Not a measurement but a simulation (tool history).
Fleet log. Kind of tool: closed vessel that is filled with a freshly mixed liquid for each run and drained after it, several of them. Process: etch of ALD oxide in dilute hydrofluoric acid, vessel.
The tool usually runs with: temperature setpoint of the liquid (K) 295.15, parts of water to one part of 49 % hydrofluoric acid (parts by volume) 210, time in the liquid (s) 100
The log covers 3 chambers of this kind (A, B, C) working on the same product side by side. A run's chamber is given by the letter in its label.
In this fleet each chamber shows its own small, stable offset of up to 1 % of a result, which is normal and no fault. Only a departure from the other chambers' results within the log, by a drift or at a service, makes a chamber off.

run,hour,temperature setpoint of the liquid (K),parts of water to one part of 49 % hydrofluoric acid (parts by volume),time in the liquid (s),hours since the thermometer was replaced,hours since the hydrofluoric acid flow meter was replaced,"read-back film thickness of the ALD oxide reference wafer, read on the same gauge (nm)",thickness taken off the ALD oxide on a monitor wafer (Å)
1C,6.1,295.15,210,100,339.7,608,70.018,127.87
2A,11.6,295.15,210,100,1617.7,2270.9,69.993,128.93
3B,16.1,295.15,210,100,1078.4,254,70.043,127.1
4C,23.9,295.15,210,100,357.5,625.8,70.025,127.77
5B,29.7,295.15,210,100,1092,267.6,69.981,126.66
6A,36.5,295.15,210,100,1642.6,2295.8,69.973,127.86
7C,40.8,295.15,210,100,374.4,642.7,70.027,127.62
8A,44.6,295.15,210,100,1650.7,2303.9,70.014,128.27
9B,49,295.15,210,100,1111.3,286.9,70.008,126.34
10C,55.3,295.15,210,100,388.9,657.2,69.996,126.48
11B,63.6,292.65,210,75,1125.9,301.5,70.019,86.342
12A,69.2,292.65,210,75,1675.3,2328.5,69.982,87.29
13C,76,292.65,210,75,409.6,677.9,70.026,87.112
14B,83,295.15,210,100,1145.3,320.9,70.012,126.23
15A,88.8,295.15,210,100,1694.9,2348.1,69.997,128.02
16B,92.5,295.15,210,100,1154.8,330.4,70.005,127.38
17A,99.6,295.15,210,100,1705.7,2358.9,69.966,128.57
18C,107.1,295.15,210,100,440.7,709,69.975,127
19B,113.6,295.15,210,100,1175.9,351.5,69.953,127.07
20C,117.5,295.15,210,100,451.1,719.4,69.997,127.49
21A,123.5,295.15,210,70,1729.6,2382.8,69.999,89.41
22A,130.6,295.15,210,70,1736.7,2389.9,70.051,89.877
23B,134.3,295.15,210,70,1196.6,372.2,70.006,89.325
24C,139.4,295.15,210,100,473,741.3,69.97,127.48
25C,145.9,295.15,210,75,479.5,747.8,70.025,95.595
26A,149.9,295.15,210,75,1756,2409.2,70,96.416
# hour 156.4: chamber A: hydrofluoric acid flow meter replaced
27B,158,295.15,210,75,1220.3,395.9,70.02,96.476
28C,162,291.15,210,100,495.6,763.9,69.967,109.2
29A,166.9,291.15,210,100,1773,10.6,70.001,110.23
30B,173.9,291.15,210,100,1236.2,411.8,70.017,110.12
31B,181,295.15,210,100,1243.3,418.9,69.982,128.6
32C,189.3,295.15,210,100,522.9,791.2,69.974,127.58
33A,197.7,295.15,210,100,1803.8,41.4,69.997,128.19
34C,205.1,295.15,210,100,538.7,807,70.035,126.99
35A,212.8,295.15,210,100,1818.9,56.5,70.002,127.94
36B,220.7,295.15,210,100,1283,458.6,70.036,128.78
37C,228.5,295.15,210,100,562.1,830.4,69.986,127.16
38B,236.3,295.15,210,100,1298.6,474.2,69.991,129.69
39A,244.4,295.15,210,100,1850.5,88.1,69.988,128.59
40A,248.3,295.15,210,100,1854.4,92,69.968,127.63
41C,253.9,295.15,210,100,587.5,855.8,70.034,127.81
42B,258.3,295.15,210,100,1320.6,496.2,70.031,129.58
43B,263.2,295.15,210,100,1325.5,501.1,70.04,130.26
44C,269.4,295.15,210,100,603,871.3,70.015,127.44

All chambers now run identical settings, listed one chamber a line with results as question marks. What results will each chamber show?
45A,275.6,295.15,210,100,,,,?
45B,275.6,295.15,210,100,,,,?
45C,275.6,295.15,210,100,,,,?

run,thickness taken off the ALD oxide on a monitor wafer (Å)
45A,129.2
45B,130.82
45C,127.15

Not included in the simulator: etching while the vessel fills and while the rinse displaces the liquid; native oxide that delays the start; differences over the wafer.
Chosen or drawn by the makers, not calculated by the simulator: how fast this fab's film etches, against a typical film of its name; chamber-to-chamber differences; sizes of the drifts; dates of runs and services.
